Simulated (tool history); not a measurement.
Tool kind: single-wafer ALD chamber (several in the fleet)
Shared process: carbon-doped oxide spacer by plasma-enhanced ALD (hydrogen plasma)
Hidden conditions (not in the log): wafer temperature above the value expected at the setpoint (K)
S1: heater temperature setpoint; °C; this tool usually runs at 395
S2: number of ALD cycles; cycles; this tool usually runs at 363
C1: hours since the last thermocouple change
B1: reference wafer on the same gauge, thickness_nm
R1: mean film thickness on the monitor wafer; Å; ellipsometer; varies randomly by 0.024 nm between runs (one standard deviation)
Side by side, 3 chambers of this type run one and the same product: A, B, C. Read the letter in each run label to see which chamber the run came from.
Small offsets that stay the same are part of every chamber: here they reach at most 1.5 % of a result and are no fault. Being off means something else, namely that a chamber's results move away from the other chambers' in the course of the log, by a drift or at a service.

Run 1C, hour 7.8: usual settings; C1 266.1; B1 16.304. Result: R1 182.42 Å.
Run 2B, hour 16.4: usual settings; C1 209; B1 16.313. Result: R1 179.43 Å.
Run 3A, hour 20.8: usual settings; C1 601.5; B1 16.309. Result: R1 183.67 Å.
Run 4B, hour 24.9: usual settings; C1 217.5; B1 16.309. Result: R1 179.57 Å.
Run 5A, hour 30.8: usual settings; C1 611.5; B1 16.311. Result: R1 183.49 Å.
Run 6C, hour 39.4: usual settings; C1 297.7; B1 16.32. Result: R1 182.81 Å.
Run 7A, hour 44: usual settings but S2 312 cycles; C1 624.7; B1 16.324. Result: R1 157.66 Å.
Run 8B, hour 48.5: usual settings but S2 312 cycles; C1 241.1; B1 16.322. Result: R1 154.24 Å.
Run 9C, hour 55.3: usual settings but S2 312 cycles; C1 313.6; B1 16.325. Result: R1 157.14 Å.
Run 10A, hour 59.3: usual settings but S1 408 °C, S2 410 cycles; C1 640; B1 16.327. Result: R1 200.3 Å.
Run 11C, hour 65.3: usual settings but S1 408 °C, S2 410 cycles; C1 323.6; B1 16.333. Result: R1 201.85 Å.
Run 12B, hour 73.5: usual settings but S1 408 °C, S2 410 cycles; C1 266.1; B1 16.336. Result: R1 198.28 Å.
Run 13A, hour 77.5: usual settings; C1 658.2; B1 16.339. Result: R1 183.63 Å.
Run 14C, hour 86.1: usual settings; C1 344.4; B1 16.34. Result: R1 183.13 Å.
Run 15B, hour 94.3: usual settings; C1 286.9; B1 16.345. Result: R1 179.99 Å.
Run 16B, hour 98.5: usual settings but S1 403 °C; C1 291.1; B1 16.352. Result: R1 178.63 Å.
Run 17C, hour 106.9: usual settings but S1 403 °C; C1 365.2; B1 16.352. Result: R1 181.51 Å.
Run 18A, hour 114.2: usual settings but S1 403 °C; C1 694.9; B1 16.361. Result: R1 180.79 Å.
Run 19C, hour 120.9: usual settings; C1 379.2; B1 16.358. Result: R1 183.24 Å.
Run 20B, hour 125.5: usual settings; C1 318.1; B1 16.358. Result: R1 180.01 Å.
Run 21A, hour 133.3: usual settings but S2 294 cycles; C1 714; B1 16.37. Result: R1 149.2 Å.
Run 22A, hour 140.5: usual settings but S2 294 cycles; C1 721.2; B1 16.367. Result: R1 149.4 Å.
Run 23B, hour 147.8: usual settings but S2 294 cycles; C1 340.4; B1 16.379. Result: R1 146.02 Å.
Run 24C, hour 152: usual settings; C1 410.3; B1 16.372. Result: R1 183.39 Å.
Run 25C, hour 159.4: usual settings but S1 382 °C; C1 417.7; B1 16.383. Result: R1 183.24 Å.
Run 26B, hour 164.2: usual settings but S1 382 °C; C1 356.8; B1 16.38. Result: R1 180.21 Å.
Run 27A, hour 168.7: usual settings but S1 382 °C; C1 749.4; B1 16.379. Result: R1 183.83 Å.
Run 28B, hour 173.4: usual settings; C1 366; B1 16.386. Result: R1 180.45 Å.

Does one chamber stand apart from the rest, does the shared gauge drift, or is all well apart from small per-chamber offsets? Give the chamber and the most likely cause, where there is one.

None of the chambers is off. What moves is the gauge, dragging all their readings along together.
Cause: gauge reads high (%) = 0.551.
